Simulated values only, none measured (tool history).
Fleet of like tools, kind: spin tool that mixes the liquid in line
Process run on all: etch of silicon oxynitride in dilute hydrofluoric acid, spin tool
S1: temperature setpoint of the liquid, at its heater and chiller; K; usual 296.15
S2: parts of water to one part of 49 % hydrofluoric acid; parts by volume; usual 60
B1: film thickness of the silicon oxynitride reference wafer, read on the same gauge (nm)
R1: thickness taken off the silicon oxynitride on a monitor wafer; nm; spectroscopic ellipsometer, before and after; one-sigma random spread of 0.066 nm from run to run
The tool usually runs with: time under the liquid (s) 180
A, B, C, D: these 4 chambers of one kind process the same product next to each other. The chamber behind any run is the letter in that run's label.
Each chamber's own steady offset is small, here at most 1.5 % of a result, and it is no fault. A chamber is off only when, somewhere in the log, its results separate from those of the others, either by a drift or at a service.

{"run": "1D", "hour": 11.3, "S1": 296.15, "S2": 60, "time under the liquid (s)": 180, "B1": 89.965, "R1": 13.789}
{"run": "2A", "hour": 22.1, "S1": 296.15, "S2": 60, "time under the liquid (s)": 180, "B1": 89.974, "R1": 13.708}
{"run": "3B", "hour": 29.8, "S1": 296.15, "S2": 60, "time under the liquid (s)": 180, "B1": 90.044, "R1": 13.487}
{"run": "4C", "hour": 37.3, "S1": 296.15, "S2": 60, "time under the liquid (s)": 180, "B1": 89.99, "R1": 13.92}
{"run": "5D", "hour": 50.5, "S1": 296.15, "S2": 60, "time under the liquid (s)": 285, "B1": 90.017, "R1": 21.943}
{"run": "6B", "hour": 63.6, "S1": 296.15, "S2": 60, "time under the liquid (s)": 285, "B1": 89.995, "R1": 21.291}
{"run": "7C", "hour": 70.2, "S1": 296.15, "S2": 60, "time under the liquid (s)": 285, "B1": 90.002, "R1": 21.727}
{"run": "8A", "hour": 82.6, "S1": 296.15, "S2": 60, "time under the liquid (s)": 285, "B1": 89.997, "R1": 21.678}
{"run": "9A", "hour": 89.1, "S1": 296.15, "S2": 60, "time under the liquid (s)": 180, "B1": 90.025, "R1": 13.744}
{"run": "10C", "hour": 100.5, "S1": 296.15, "S2": 60, "time under the liquid (s)": 180, "B1": 89.994, "R1": 13.742}
{"run": "11B", "hour": 109.1, "S1": 296.15, "S2": 60, "time under the liquid (s)": 180, "B1": 89.97, "R1": 13.55}
{"run": "12D", "hour": 120.0, "S1": 296.15, "S2": 60, "time under the liquid (s)": 180, "B1": 89.976, "R1": 13.616}
{"run": "13D", "hour": 130.1, "S1": 296.15, "S2": 60, "time under the liquid (s)": 180, "B1": 90, "R1": 13.449}
{"run": "14A", "hour": 136.3, "S1": 299.15, "S2": 60, "time under the liquid (s)": 95, "B1": 90.011, "R1": 8.294}
{"run": "15C", "hour": 146.0, "S1": 299.15, "S2": 60, "time under the liquid (s)": 95, "B1": 90.058, "R1": 8.4629}
{"run": "16B", "hour": 154.5, "S1": 299.15, "S2": 60, "time under the liquid (s)": 95, "B1": 90.011, "R1": 8.2468}
{"run": "17A", "hour": 164.1, "S1": 299.15, "S2": 60, "time under the liquid (s)": 95, "B1": 89.981, "R1": 8.3837}
{"run": "18D", "hour": 176.6, "S1": 296.15, "S2": 60, "time under the liquid (s)": 180, "B1": 90.016, "R1": 13.298}
{"hour": 184.2, "done": "chamber A: thermometer replaced"}
{"run": "19B", "hour": 187.2, "S1": 294.15, "S2": 40, "time under the liquid (s)": 180, "B1": 89.983, "R1": 18.466}
{"run": "20C", "hour": 199.2, "S1": 294.15, "S2": 40, "time under the liquid (s)": 180, "B1": 90.026, "R1": 19.066}
{"run": "21A", "hour": 208.7, "S1": 294.15, "S2": 40, "time under the liquid (s)": 180, "B1": 90.021, "R1": 19.15}
{"run": "22C", "hour": 220.1, "S1": 294.15, "S2": 40, "time under the liquid (s)": 180, "B1": 90.031, "R1": 19.176}
{"run": "23B", "hour": 229.9, "S1": 296.15, "S2": 60, "time under the liquid (s)": 180, "B1": 90.027, "R1": 13.59}
{"run": "24D", "hour": 236.9, "S1": 296.15, "S2": 60, "time under the liquid (s)": 180, "B1": 90.034, "R1": 12.982}

Which is it: a chamber that has drifted or been left off by a service, a gauge drift common to all chambers, or only each chamber's usual small offset? If a chamber is off, name it and its likeliest cause.

It is chamber D that slowly wanders off from its peers.
Likeliest cause: liquid colder than its thermometer reads (K) = 1.24.
It could be hard to tell apart here from: hydrofluoric acid flow below the setpoint (%).

Which of the 4 candidates below, each the usual settings with something changed and its results left as question marks, puts chamber D back in line with what the other chambers give on the usual settings?
Counts as in line when no further than this from what the other chambers average on the usual settings: R1 0.23 nm
{"run": "25D-1", "hour": 246.7, "S1": 296.15, "S2": 60, "time under the liquid (s)": 190, "R1": "?"}
{"run": "25D-2", "hour": 246.7, "S1": 295.65, "S2": 60, "time under the liquid (s)": 180, "R1": "?"}
{"run": "25D-3", "hour": 246.7, "S1": 296.15, "S2": 60, "time under the liquid (s)": 185, "R1": "?"}
{"run": "25D-4", "hour": 246.7, "S1": 296.15, "S2": 60, "time under the liquid (s)": 170, "R1": "?"}

Usual-settings mean across the other chambers: R1 13.71 nm
run=25D-1 R1=13.702
run=25D-2 R1=12.67
run=25D-3 R1=13.341
run=25D-4 R1=12.26
It is 25D-1 that realigns the chamber with its peers.

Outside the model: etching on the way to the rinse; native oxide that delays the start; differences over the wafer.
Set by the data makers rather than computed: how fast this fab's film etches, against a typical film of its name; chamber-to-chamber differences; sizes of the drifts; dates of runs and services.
